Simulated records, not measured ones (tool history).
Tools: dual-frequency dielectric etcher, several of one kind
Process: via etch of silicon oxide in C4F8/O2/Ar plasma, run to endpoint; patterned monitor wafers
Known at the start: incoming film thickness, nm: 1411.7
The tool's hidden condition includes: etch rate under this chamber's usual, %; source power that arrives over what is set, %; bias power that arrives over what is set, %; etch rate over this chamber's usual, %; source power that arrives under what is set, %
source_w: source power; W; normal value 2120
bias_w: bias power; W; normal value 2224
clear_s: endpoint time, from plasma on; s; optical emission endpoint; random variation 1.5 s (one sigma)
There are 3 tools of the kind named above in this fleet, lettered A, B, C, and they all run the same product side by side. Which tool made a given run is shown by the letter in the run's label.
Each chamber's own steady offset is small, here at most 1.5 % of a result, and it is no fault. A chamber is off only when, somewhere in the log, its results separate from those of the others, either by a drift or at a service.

run	hour	source_w	bias_w	hours since the last wet clean	hours since the last source power generator calibration	hours since the last bias power generator calibration	clear_s
1C	7.1	2120	2224	341.2	1222.5	2993.8	259.17
2A	14.7	2120	2224	440.2	3707.4	3719.6	263.94
3B	24.4	2120	2224	334.3	2233.0	48.0	263.95
4C	34.5	2120	2224	368.6	1249.9	3021.2	262.77
5A	45.2	2120	2224	470.7	3737.9	3750.1	263.42
# hour 49.2: chamber B: wet clean of the chamber
6B	53.0	2120	2224	3.8	2261.6	76.6	263.16
7A	59.3	2120	2224	484.8	3752.0	3764.2	265.19
8B	66.4	2120	2224	17.2	2275.0	90.0	266.39
9C	73.8	2120	2224	407.9	1289.2	3060.5	258.90
# hour 75.3: chamber A: wet clean of the chamber
10B	84.4	2120	2224	35.2	2293.0	108.0	264.49
11A	91.9	2120	2224	16.6	3784.6	3796.8	269.89
12C	97.2	2120	2224	431.3	1312.6	3083.9	261.29
13A	106.2	2120	2224	30.9	3798.9	3811.1	271.30
14B	111.8	2120	2224	62.6	2320.4	135.4	263.63
15C	117.6	2120	2224	451.7	1333.0	3104.3	259.69
16B	122.9	2120	2224	73.7	2331.5	146.5	264.78
17C	131.3	2350	2620	465.4	1346.7	3118.0	239.31
18A	141.4	2350	2620	66.1	3834.1	3846.3	247.42
19A	151.6	2350	2620	76.3	3844.3	3856.5	249.67
20C	159.1	2120	2510	493.2	1374.5	3145.8	251.55
21B	169.3	2120	2510	120.1	2377.9	192.9	255.58
22B	176.6	2120	2510	127.4	2385.2	200.2	255.07
23C	185.6	2120	2224	519.7	1401.0	3172.3	261.36
24A	192.3	2120	2224	117.0	3885.0	3897.2	271.91
25A	202.2	2120	2224	126.9	3894.9	3907.1	271.97
# hour 203.5: chamber C: bias power generator calibrated
26C	212.1	2120	2224	546.2	1427.5	8.6	262.60
# hour 212.7: chamber C: wet clean of the chamber
# hour 216.6: chamber A: bias power generator calibrated
27B	220.2	2120	2224	171.0	2428.8	243.8	267.47
# hour 222.4: chamber A: source power generator calibrated
28A	225.1	2120	2224	149.8	2.7	8.6	269.56
29B	232.7	2120	2224	183.5	2441.3	256.3	265.17
30C	238.8	2120	2224	26.1	1454.2	35.3	258.27
31B	245.4	2610	2224	196.2	2454.0	269.0	242.47

Which is it: a chamber that has drifted or been left off by a service, a gauge drift common to all chambers, or only each chamber's usual small offset? If a chamber is off, name it and its likeliest cause.

A service on chamber A put it out of line with the rest.
What lies behind it: etch rate under this chamber's usual, % = 3.19.

Below are 4 candidate recipes for chamber A's next run, each the usual settings with a change, their results shown as question marks. Which of them brings A's results back in line with what the other chambers give on the usual settings?
In-line tolerance around the mean of the other chambers on the usual settings: clear_s 5.10 s
32A-1	253.2	2120	2487				?
32A-2	253.2	2000	2132				?
32A-3	253.2	2360	2408				?
32A-4	253.2	1880	2040				?

Average result of the remaining chambers running the usual settings: clear_s 262.54 s
run	clear_s
32A-1	263.65
32A-2	282.63
32A-3	255.01
32A-4	293.57
It is 32A-1 that realigns the chamber with its peers.
